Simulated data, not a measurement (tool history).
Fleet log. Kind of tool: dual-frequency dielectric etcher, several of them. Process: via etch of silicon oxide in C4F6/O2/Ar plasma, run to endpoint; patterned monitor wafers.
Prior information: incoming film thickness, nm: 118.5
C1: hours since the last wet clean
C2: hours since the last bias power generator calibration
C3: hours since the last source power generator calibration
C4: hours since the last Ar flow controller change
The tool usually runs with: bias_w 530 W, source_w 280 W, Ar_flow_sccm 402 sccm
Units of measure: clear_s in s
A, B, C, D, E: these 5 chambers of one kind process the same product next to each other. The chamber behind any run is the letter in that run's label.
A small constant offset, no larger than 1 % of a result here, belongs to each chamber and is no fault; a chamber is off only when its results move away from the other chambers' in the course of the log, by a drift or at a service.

{"hour": 3.1, "done": "chamber C: wet clean of the chamber"}
{"run": "1A", "hour": 5.9, "bias_w": 530, "source_w": 280, "Ar_flow_sccm": 402, "C1": 423, "C2": 1007.2, "C3": 3951.8, "C4": 2293.6, "clear_s": 29.712}
{"run": "2B", "hour": 14.2, "bias_w": 530, "source_w": 280, "Ar_flow_sccm": 402, "C1": 380.9, "C2": 3115.7, "C3": 2956.2, "C4": 3472.4, "clear_s": 29.884}
{"run": "3D", "hour": 25.1, "bias_w": 530, "source_w": 280, "Ar_flow_sccm": 402, "C1": 312, "C2": 913.8, "C3": 32.8, "C4": 3303.9, "clear_s": 29.815}
{"hour": 26.8, "done": "chamber A: wet clean of the chamber"}
{"run": "4E", "hour": 34.5, "bias_w": 530, "source_w": 280, "Ar_flow_sccm": 402, "C1": 123.6, "C2": 3786.7, "C3": 1767.5, "C4": 61.8, "clear_s": 30.058}
{"run": "5C", "hour": 40.4, "bias_w": 530, "source_w": 310, "Ar_flow_sccm": 402, "C1": 37.3, "C2": 2730.6, "C3": 990.2, "C4": 2224.9, "clear_s": 29.092}
{"run": "6B", "hour": 50.1, "bias_w": 530, "source_w": 310, "Ar_flow_sccm": 402, "C1": 416.8, "C2": 3151.6, "C3": 2992.1, "C4": 3508.3, "clear_s": 28.712}
{"run": "7C", "hour": 59.1, "bias_w": 530, "source_w": 310, "Ar_flow_sccm": 402, "C1": 56, "C2": 2749.3, "C3": 1008.9, "C4": 2243.6, "clear_s": 28.867}
{"run": "8A", "hour": 65.6, "bias_w": 530, "source_w": 310, "Ar_flow_sccm": 402, "C1": 38.9, "C2": 1066.9, "C3": 4011.5, "C4": 2353.3, "clear_s": 28.703}
{"run": "9D", "hour": 72.0, "bias_w": 530, "source_w": 310, "Ar_flow_sccm": 402, "C1": 358.9, "C2": 960.7, "C3": 79.7, "C4": 3350.8, "clear_s": 28.688}
{"run": "10E", "hour": 82.8, "bias_w": 574, "source_w": 280, "Ar_flow_sccm": 402, "C1": 171.9, "C2": 3835, "C3": 1815.8, "C4": 110.1, "clear_s": 29.237}
{"run": "11D", "hour": 91.7, "bias_w": 574, "source_w": 280, "Ar_flow_sccm": 402, "C1": 378.6, "C2": 980.4, "C3": 99.4, "C4": 3370.5, "clear_s": 28.971}
{"run": "12E", "hour": 101.1, "bias_w": 574, "source_w": 280, "Ar_flow_sccm": 402, "C1": 190.2, "C2": 3853.3, "C3": 1834.1, "C4": 128.4, "clear_s": 29.233}
{"run": "13A", "hour": 105.8, "bias_w": 574, "source_w": 280, "Ar_flow_sccm": 402, "C1": 79.1, "C2": 1107.1, "C3": 4051.7, "C4": 2393.5, "clear_s": 29.056}
{"run": "14C", "hour": 112.8, "bias_w": 574, "source_w": 280, "Ar_flow_sccm": 402, "C1": 109.7, "C2": 2803, "C3": 1062.6, "C4": 2297.3, "clear_s": 29.264}
{"run": "15B", "hour": 118.5, "bias_w": 530, "source_w": 280, "Ar_flow_sccm": 402, "C1": 485.2, "C2": 3220, "C3": 3060.5, "C4": 3576.7, "clear_s": 29.436}
{"run": "16B", "hour": 124.0, "bias_w": 530, "source_w": 240, "Ar_flow_sccm": 333, "C1": 490.7, "C2": 3225.5, "C3": 3066, "C4": 3582.2, "clear_s": 30.663}
{"run": "17A", "hour": 128.9, "bias_w": 530, "source_w": 240, "Ar_flow_sccm": 333, "C1": 102.2, "C2": 1130.2, "C3": 4074.8, "C4": 2416.6, "clear_s": 31.02}
{"hour": 137.6, "done": "chamber A: source power generator calibrated"}
{"run": "18D", "hour": 137.9, "bias_w": 530, "source_w": 240, "Ar_flow_sccm": 333, "C1": 424.8, "C2": 1026.6, "C3": 145.6, "C4": 3416.7, "clear_s": 30.919}
{"run": "19E", "hour": 145.1, "bias_w": 530, "source_w": 240, "Ar_flow_sccm": 333, "C1": 234.2, "C2": 3897.3, "C3": 1878.1, "C4": 172.4, "clear_s": 31.072}
{"run": "20C", "hour": 155.1, "bias_w": 530, "source_w": 240, "Ar_flow_sccm": 333, "C1": 152, "C2": 2845.3, "C3": 1104.9, "C4": 2339.6, "clear_s": 31.114}
{"run": "21D", "hour": 161.1, "bias_w": 530, "source_w": 280, "Ar_flow_sccm": 305, "C1": 448, "C2": 1049.8, "C3": 168.8, "C4": 3439.9, "clear_s": 29.021}
{"run": "22C", "hour": 169.8, "bias_w": 530, "source_w": 280, "Ar_flow_sccm": 305, "C1": 166.7, "C2": 2860, "C3": 1119.6, "C4": 2354.3, "clear_s": 29.43}
{"run": "23A", "hour": 174.9, "bias_w": 530, "source_w": 280, "Ar_flow_sccm": 305, "C1": 148.2, "C2": 1176.2, "C3": 37.3, "C4": 2462.6, "clear_s": 29.079}
{"run": "24E", "hour": 181.8, "bias_w": 530, "source_w": 280, "Ar_flow_sccm": 305, "C1": 270.9, "C2": 3934, "C3": 1914.8, "C4": 209.1, "clear_s": 29.223}
{"run": "25B", "hour": 187.6, "bias_w": 530, "source_w": 280, "Ar_flow_sccm": 305, "C1": 554.3, "C2": 3289.1, "C3": 3129.6, "C4": 3645.8, "clear_s": 28.235}
{"run": "26D", "hour": 194.8, "bias_w": 530, "source_w": 280, "Ar_flow_sccm": 402, "C1": 481.7, "C2": 1083.5, "C3": 202.5, "C4": 3473.6, "clear_s": 29.763}
{"run": "27B", "hour": 199.9, "bias_w": 530, "source_w": 280, "Ar_flow_sccm": 402, "C1": 566.6, "C2": 3301.4, "C3": 3141.9, "C4": 3658.1, "clear_s": 29.287}
{"run": "28C", "hour": 207.8, "bias_w": 530, "source_w": 280, "Ar_flow_sccm": 402, "C1": 204.7, "C2": 2898, "C3": 1157.6, "C4": 2392.3, "clear_s": 30.11}
{"run": "29A", "hour": 215.9, "bias_w": 530, "source_w": 280, "Ar_flow_sccm": 345, "C1": 189.2, "C2": 1217.2, "C3": 78.3, "C4": 2503.6, "clear_s": 29.429}
{"run": "30E", "hour": 223.1, "bias_w": 530, "source_w": 280, "Ar_flow_sccm": 345, "C1": 312.2, "C2": 3975.3, "C3": 1956.1, "C4": 250.4, "clear_s": 29.644}
{"run": "31E", "hour": 233.7, "bias_w": 530, "source_w": 280, "Ar_flow_sccm": 345, "C1": 322.8, "C2": 3985.9, "C3": 1966.7, "C4": 261, "clear_s": 29.502}
{"hour": 240.2, "done": "chamber D: wet clean of the chamber"}
{"run": "32D", "hour": 240.8, "bias_w": 530, "source_w": 280, "Ar_flow_sccm": 345, "C1": 0.7, "C2": 1129.5, "C3": 248.5, "C4": 3519.6, "clear_s": 29.215}
{"run": "33B", "hour": 249.2, "bias_w": 530, "source_w": 280, "Ar_flow_sccm": 345, "C1": 615.9, "C2": 3350.7, "C3": 3191.2, "C4": 3707.4, "clear_s": 28.452}
{"run": "34C", "hour": 259.9, "bias_w": 530, "source_w": 280, "Ar_flow_sccm": 402, "C1": 256.8, "C2": 2950.1, "C3": 1209.7, "C4": 2444.4, "clear_s": 30.341}
{"run": "35A", "hour": 268.7, "bias_w": 530, "source_w": 280, "Ar_flow_sccm": 402, "C1": 242, "C2": 1270, "C3": 131.1, "C4": 2556.4, "clear_s": 29.955}
{"run": "36C", "hour": 279.3, "bias_w": 530, "source_w": 280, "Ar_flow_sccm": 402, "C1": 276.2, "C2": 2969.5, "C3": 1229.1, "C4": 2463.8, "clear_s": 30.039}
{"run": "37D", "hour": 288.1, "bias_w": 530, "source_w": 280, "Ar_flow_sccm": 402, "C1": 48, "C2": 1176.8, "C3": 295.8, "C4": 3566.9, "clear_s": 29.726}
{"run": "38E", "hour": 293.2, "bias_w": 530, "source_w": 280, "Ar_flow_sccm": 402, "C1": 382.3, "C2": 4045.4, "C3": 2026.2, "C4": 320.5, "clear_s": 30.432}
{"run": "39A", "hour": 301.3, "bias_w": 530, "source_w": 280, "Ar_flow_sccm": 402, "C1": 274.6, "C2": 1302.6, "C3": 163.7, "C4": 2589, "clear_s": 29.859}
{"run": "40B", "hour": 307.9, "bias_w": 530, "source_w": 280, "Ar_flow_sccm": 402, "C1": 674.6, "C2": 3409.4, "C3": 3249.9, "C4": 3766.1, "clear_s": 28.87}

What goes on in this fleet: one chamber off, a drifting gauge, or nothing beyond the chambers' own small offsets? Name the chamber and the cause, if any.

One chamber, B, drifts off from the rest bit by bit.
Likeliest cause: etch rate over this chamber's usual, % = 4.4.

Here are 4 candidates for chamber B's next run, each the usual settings with a change, their results left as question marks. Which one brings its results back in line with what the others give on the usual settings?
Maximum distance from the other chambers' mean on the usual settings for a result to count as in line: clear_s 0.44 s
{"run": "41B-1", "hour": 315.7, "bias_w": 530, "source_w": 290, "Ar_flow_sccm": 397, "clear_s": "?"}
{"run": "41B-2", "hour": 315.7, "bias_w": 496, "source_w": 260, "Ar_flow_sccm": 402, "clear_s": "?"}
{"run": "41B-3", "hour": 315.7, "bias_w": 563, "source_w": 300, "Ar_flow_sccm": 395, "clear_s": "?"}
{"run": "41B-4", "hour": 315.7, "bias_w": 518, "source_w": 270, "Ar_flow_sccm": 402, "clear_s": "?"}

The other chambers' mean on the usual settings: clear_s 30.021 s
run=41B-1 clear_s=28.187
run=41B-2 clear_s=30.126
run=41B-3 clear_s=27.19
run=41B-4 clear_s=29.227
The right change is 41B-2: it brings the chamber back within the allowed miss of the others.
